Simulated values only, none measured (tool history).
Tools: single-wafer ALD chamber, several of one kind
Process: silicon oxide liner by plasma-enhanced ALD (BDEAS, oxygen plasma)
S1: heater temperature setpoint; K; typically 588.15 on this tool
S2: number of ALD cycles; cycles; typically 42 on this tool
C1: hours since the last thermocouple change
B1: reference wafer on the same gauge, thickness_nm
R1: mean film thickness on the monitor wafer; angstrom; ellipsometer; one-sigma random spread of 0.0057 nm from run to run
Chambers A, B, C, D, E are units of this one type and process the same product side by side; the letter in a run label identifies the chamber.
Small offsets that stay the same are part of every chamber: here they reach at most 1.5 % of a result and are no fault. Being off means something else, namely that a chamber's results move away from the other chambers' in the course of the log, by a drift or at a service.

run 1D hour=9.6 | S1=588.15 S2=42 | C1=584.1 | B1=3.2586 | R1=38.456
run 2A hour=22.4 | S1=588.15 S2=42 | C1=121.1 | B1=3.2605 | R1=38.117
run 3B hour=31.4 | S1=588.15 S2=42 | C1=1132.5 | B1=3.2577 | R1=38.663
run 4E hour=41.3 | S1=588.15 S2=42 | C1=562.1 | B1=3.2577 | R1=38.279
run 5C hour=49.8 | S1=588.15 S2=42 | C1=815.6 | B1=3.2562 | R1=38.258
run 6E hour=61.0 | S1=588.15 S2=42 | C1=581.8 | B1=3.2568 | R1=38.295
run 7C hour=74.5 | S1=578.15 S2=42 | C1=840.3 | B1=3.2566 | R1=38.775
run 8A hour=82.9 | S1=578.15 S2=42 | C1=181.6 | B1=3.2555 | R1=38.619
run 9D hour=91.7 | S1=578.15 S2=42 | C1=666.2 | B1=3.2552 | R1=38.929
run 10B hour=102.4 | S1=578.15 S2=42 | C1=1203.5 | B1=3.2552 | R1=39.146
run 11D hour=111.1 | S1=578.15 S2=42 | C1=685.6 | B1=3.2555 | R1=39.009
run 12B hour=120.9 | S1=588.15 S2=42 | C1=1222.0 | B1=3.2545 | R1=38.606
run 13A hour=129.4 | S1=588.15 S2=42 | C1=228.1 | B1=3.2542 | R1=38.040
run 14E hour=142.7 | S1=602.15 S2=35 | C1=663.5 | B1=3.2539 | R1=31.206
run 15C hour=150.2 | S1=602.15 S2=35 | C1=916.0 | B1=3.2525 | R1=31.171
run 16E hour=158.9 | S1=602.15 S2=35 | C1=679.7 | B1=3.2528 | R1=31.261
run 17B hour=166.4 | S1=602.15 S2=35 | C1=1267.5 | B1=3.2520 | R1=31.484
run 18A hour=175.8 | S1=602.15 S2=35 | C1=274.5 | B1=3.2522 | R1=30.994
run 19C hour=189.5 | S1=588.15 S2=42 | C1=955.3 | B1=3.2524 | R1=38.153
run 20D hour=203.2 | S1=588.15 S2=42 | C1=777.7 | B1=3.2512 | R1=38.358
run 21E hour=211.5 | S1=588.15 S2=42 | C1=732.3 | B1=3.2513 | R1=38.278
run 22A hour=219.9 | S1=588.15 S2=42 | C1=318.6 | B1=3.2503 | R1=38.037
run 23B hour=231.7 | S1=588.15 S2=42 | C1=1332.8 | B1=3.2490 | R1=38.580
run 24C hour=241.1 | S1=588.15 S2=42 | C1=1006.9 | B1=3.2489 | R1=38.183
run 25D hour=249.1 | S1=588.15 S2=42 | C1=823.6 | B1=3.2477 | R1=38.356
run 26B hour=261.0 | S1=588.15 S2=42 | C1=1362.1 | B1=3.2481 | R1=38.546
run 27C hour=271.1 | S1=588.15 S2=42 | C1=1036.9 | B1=3.2473 | R1=38.206
run 28D hour=277.2 | S1=588.15 S2=42 | C1=851.7 | B1=3.2489 | R1=38.320
run 29E hour=288.6 | S1=581.15 S2=42 | C1=809.4 | B1=3.2467 | R1=38.486
run 30A hour=295.0 | S1=581.15 S2=42 | C1=393.7 | B1=3.2457 | R1=38.379
run 31E hour=306.7 | S1=581.15 S2=42 | C1=827.5 | B1=3.2464 | R1=38.390
-- hour=316.6 chamber C: thermocouple changed; heater temperature recalibrated
run 32C hour=317.3 | S1=581.15 S2=42 | C1=0.7 | B1=3.2443 | R1=38.470
run 33D hour=323.3 | S1=581.15 S2=42 | C1=897.8 | B1=3.2457 | R1=38.760
run 34B hour=335.6 | S1=588.15 S2=42 | C1=1436.7 | B1=3.2448 | R1=38.536
run 35A hour=344.2 | S1=588.15 S2=42 | C1=442.9 | B1=3.2444 | R1=37.949
run 36E hour=352.8 | S1=588.15 S2=42 | C1=873.6 | B1=3.2439 | R1=38.121
run 37D hour=358.9 | S1=600.15 S2=45 | C1=933.4 | B1=3.2425 | R1=40.330
run 38A hour=366.7 | S1=600.15 S2=45 | C1=465.4 | B1=3.2432 | R1=39.962
run 39C hour=377.9 | S1=600.15 S2=45 | C1=61.3 | B1=3.2419 | R1=39.960
run 40B hour=388.6 | S1=600.15 S2=45 | C1=1489.7 | B1=3.2425 | R1=40.409
run 41E hour=397.6 | S1=600.15 S2=45 | C1=918.4 | B1=3.2414 | R1=40.165
run 42D hour=408.0 | S1=588.15 S2=42 | C1=982.5 | B1=3.2401 | R1=38.363
run 43C hour=421.0 | S1=588.15 S2=50 | C1=104.4 | B1=3.2403 | R1=45.358

Next, every chamber runs the same settings. What will each give?
run 44A hour=430.9 | S1=601.15 S2=42 | R1=?
run 44B hour=430.9 | S1=601.15 S2=42 | R1=?
run 44C hour=430.9 | S1=601.15 S2=42 | R1=?
run 44D hour=430.9 | S1=601.15 S2=42 | R1=?
run 44E hour=430.9 | S1=601.15 S2=42 | R1=?

run=44A R1=37.171
run=44B R1=37.833
run=44C R1=37.275
run=44D R1=37.581
run=44E R1=37.318

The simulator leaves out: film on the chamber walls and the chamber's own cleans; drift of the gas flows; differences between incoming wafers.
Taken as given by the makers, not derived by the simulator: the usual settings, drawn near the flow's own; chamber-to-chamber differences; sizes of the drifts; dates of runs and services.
